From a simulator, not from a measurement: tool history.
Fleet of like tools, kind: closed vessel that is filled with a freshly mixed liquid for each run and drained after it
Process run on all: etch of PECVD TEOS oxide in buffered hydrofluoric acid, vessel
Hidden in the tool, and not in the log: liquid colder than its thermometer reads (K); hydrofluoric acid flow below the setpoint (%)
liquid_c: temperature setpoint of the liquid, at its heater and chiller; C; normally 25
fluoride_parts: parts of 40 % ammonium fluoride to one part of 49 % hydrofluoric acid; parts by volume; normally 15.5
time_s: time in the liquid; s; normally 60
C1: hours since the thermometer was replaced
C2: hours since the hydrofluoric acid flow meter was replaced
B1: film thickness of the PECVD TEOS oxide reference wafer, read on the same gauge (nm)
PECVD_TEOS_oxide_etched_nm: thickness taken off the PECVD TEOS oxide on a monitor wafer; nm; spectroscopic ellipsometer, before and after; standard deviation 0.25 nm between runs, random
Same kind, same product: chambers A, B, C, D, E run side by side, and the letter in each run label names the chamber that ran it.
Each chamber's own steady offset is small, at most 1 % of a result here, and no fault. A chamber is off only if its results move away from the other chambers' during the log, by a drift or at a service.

run 1A hour=4.0 | liquid_c=25 fluoride_parts=15.5 time_s=60 | C1=56.1 C2=1390.0 | B1=120.02 | PECVD_TEOS_oxide_etched_nm=67.551
-- hour=5.3 chamber D: thermometer replaced
run 2C hour=7.9 | liquid_c=25 fluoride_parts=15.5 time_s=60 | C1=2197.7 C2=522.3 | B1=119.98 | PECVD_TEOS_oxide_etched_nm=67.617
run 3B hour=12.1 | liquid_c=25 fluoride_parts=15.5 time_s=60 | C1=568.2 C2=531.7 | B1=120.01 | PECVD_TEOS_oxide_etched_nm=67.034
run 4D hour=17.1 | liquid_c=25 fluoride_parts=15.5 time_s=60 | C1=11.8 C2=1107.5 | B1=119.99 | PECVD_TEOS_oxide_etched_nm=67.460
run 5E hour=20.6 | liquid_c=25 fluoride_parts=15.5 time_s=60 | C1=111.2 C2=400.3 | B1=119.98 | PECVD_TEOS_oxide_etched_nm=67.554
run 6A hour=24.4 | liquid_c=25 fluoride_parts=15.5 time_s=60 | C1=76.5 C2=1410.4 | B1=119.98 | PECVD_TEOS_oxide_etched_nm=67.968
run 7D hour=29.5 | liquid_c=25 fluoride_parts=15.5 time_s=45 | C1=24.2 C2=1119.9 | B1=120.03 | PECVD_TEOS_oxide_etched_nm=50.721
run 8E hour=33.5 | liquid_c=25 fluoride_parts=15.5 time_s=45 | C1=124.1 C2=413.2 | B1=120.04 | PECVD_TEOS_oxide_etched_nm=50.544
run 9B hour=36.1 | liquid_c=25 fluoride_parts=15.5 time_s=45 | C1=592.2 C2=555.7 | B1=119.99 | PECVD_TEOS_oxide_etched_nm=50.116
run 10C hour=41.0 | liquid_c=25 fluoride_parts=15.5 time_s=45 | C1=2230.8 C2=555.4 | B1=120.04 | PECVD_TEOS_oxide_etched_nm=50.357
run 11B hour=45.5 | liquid_c=25 fluoride_parts=15.5 time_s=45 | C1=601.6 C2=565.1 | B1=120.02 | PECVD_TEOS_oxide_etched_nm=50.186
run 12D hour=49.8 | liquid_c=25 fluoride_parts=15.5 time_s=60 | C1=44.5 C2=1140.2 | B1=120.00 | PECVD_TEOS_oxide_etched_nm=67.283
run 13E hour=53.7 | liquid_c=25 fluoride_parts=15.5 time_s=60 | C1=144.3 C2=433.4 | B1=120.00 | PECVD_TEOS_oxide_etched_nm=67.684
run 14C hour=58.3 | liquid_c=25 fluoride_parts=15.5 time_s=60 | C1=2248.1 C2=572.7 | B1=120.00 | PECVD_TEOS_oxide_etched_nm=67.335
run 15A hour=60.7 | liquid_c=25 fluoride_parts=15.5 time_s=60 | C1=112.8 C2=1446.7 | B1=119.99 | PECVD_TEOS_oxide_etched_nm=67.533
run 16C hour=65.5 | liquid_c=25 fluoride_parts=15.5 time_s=60 | C1=2255.3 C2=579.9 | B1=119.99 | PECVD_TEOS_oxide_etched_nm=67.791
run 17B hour=67.9 | liquid_c=25 fluoride_parts=20.5 time_s=60 | C1=624.0 C2=587.5 | B1=120.01 | PECVD_TEOS_oxide_etched_nm=51.229
run 18D hour=72.3 | liquid_c=25 fluoride_parts=20.5 time_s=60 | C1=67.0 C2=1162.7 | B1=120.01 | PECVD_TEOS_oxide_etched_nm=51.780
run 19A hour=74.9 | liquid_c=25 fluoride_parts=20.5 time_s=60 | C1=127.0 C2=1460.9 | B1=119.99 | PECVD_TEOS_oxide_etched_nm=51.840
run 20E hour=77.3 | liquid_c=25 fluoride_parts=20.5 time_s=60 | C1=167.9 C2=457.0 | B1=119.99 | PECVD_TEOS_oxide_etched_nm=52.112
run 21E hour=79.9 | liquid_c=25 fluoride_parts=20.5 time_s=60 | C1=170.5 C2=459.6 | B1=120.01 | PECVD_TEOS_oxide_etched_nm=52.169
run 22C hour=82.3 | liquid_c=29 fluoride_parts=15.5 time_s=60 | C1=2272.1 C2=596.7 | B1=119.99 | PECVD_TEOS_oxide_etched_nm=83.546
run 23D hour=87.4 | liquid_c=29 fluoride_parts=15.5 time_s=60 | C1=82.1 C2=1177.8 | B1=119.98 | PECVD_TEOS_oxide_etched_nm=83.814
run 24A hour=92.6 | liquid_c=29 fluoride_parts=15.5 time_s=60 | C1=144.7 C2=1478.6 | B1=120.01 | PECVD_TEOS_oxide_etched_nm=84.063
run 25B hour=95.9 | liquid_c=29 fluoride_parts=15.5 time_s=60 | C1=652.0 C2=615.5 | B1=119.99 | PECVD_TEOS_oxide_etched_nm=83.268
run 26C hour=98.5 | liquid_c=29 fluoride_parts=15.5 time_s=60 | C1=2288.3 C2=612.9 | B1=120.01 | PECVD_TEOS_oxide_etched_nm=83.526
run 27B hour=100.9 | liquid_c=25 fluoride_parts=15.5 time_s=60 | C1=657.0 C2=620.5 | B1=120.01 | PECVD_TEOS_oxide_etched_nm=67.218
run 28D hour=105.4 | liquid_c=25 fluoride_parts=15.5 time_s=60 | C1=100.1 C2=1195.8 | B1=120.03 | PECVD_TEOS_oxide_etched_nm=67.731
run 29A hour=110.1 | liquid_c=25 fluoride_parts=15.5 time_s=60 | C1=162.2 C2=1496.1 | B1=119.95 | PECVD_TEOS_oxide_etched_nm=67.694
run 30E hour=114.7 | liquid_c=25 fluoride_parts=15.5 time_s=60 | C1=205.3 C2=494.4 | B1=120.03 | PECVD_TEOS_oxide_etched_nm=67.507
run 31E hour=118.8 | liquid_c=25 fluoride_parts=15.5 time_s=60 | C1=209.4 C2=498.5 | B1=119.99 | PECVD_TEOS_oxide_etched_nm=68.089
run 32B hour=122.3 | liquid_c=25 fluoride_parts=15.5 time_s=60 | C1=678.4 C2=641.9 | B1=119.98 | PECVD_TEOS_oxide_etched_nm=67.189
run 33A hour=124.9 | liquid_c=25 fluoride_parts=15.5 time_s=60 | C1=177.0 C2=1510.9 | B1=120.00 | PECVD_TEOS_oxide_etched_nm=68.052
run 34D hour=129.2 | liquid_c=25 fluoride_parts=15.5 time_s=60 | C1=123.9 C2=1219.6 | B1=120.02 | PECVD_TEOS_oxide_etched_nm=67.757
run 35C hour=134.4 | liquid_c=25 fluoride_parts=15.5 time_s=60 | C1=2324.2 C2=648.8 | B1=120.00 | PECVD_TEOS_oxide_etched_nm=67.527
run 36C hour=139.0 | liquid_c=25 fluoride_parts=15.5 time_s=60 | C1=2328.8 C2=653.4 | B1=119.99 | PECVD_TEOS_oxide_etched_nm=67.800
run 37A hour=142.4 | liquid_c=25 fluoride_parts=15.5 time_s=60 | C1=194.5 C2=1528.4 | B1=119.98 | PECVD_TEOS_oxide_etched_nm=67.568
run 38E hour=145.0 | liquid_c=25 fluoride_parts=15.5 time_s=60 | C1=235.6 C2=524.7 | B1=120.01 | PECVD_TEOS_oxide_etched_nm=67.498
run 39B hour=148.3 | liquid_c=25 fluoride_parts=15.5 time_s=60 | C1=704.4 C2=667.9 | B1=120.03 | PECVD_TEOS_oxide_etched_nm=66.824

Is one chamber off against the others, does the gauge drift, or is nothing wrong? If a chamber is off, say which, and what the likeliest cause is.

No chamber is off and the gauge is stable; the differences are just each chamber's small, constant offset.
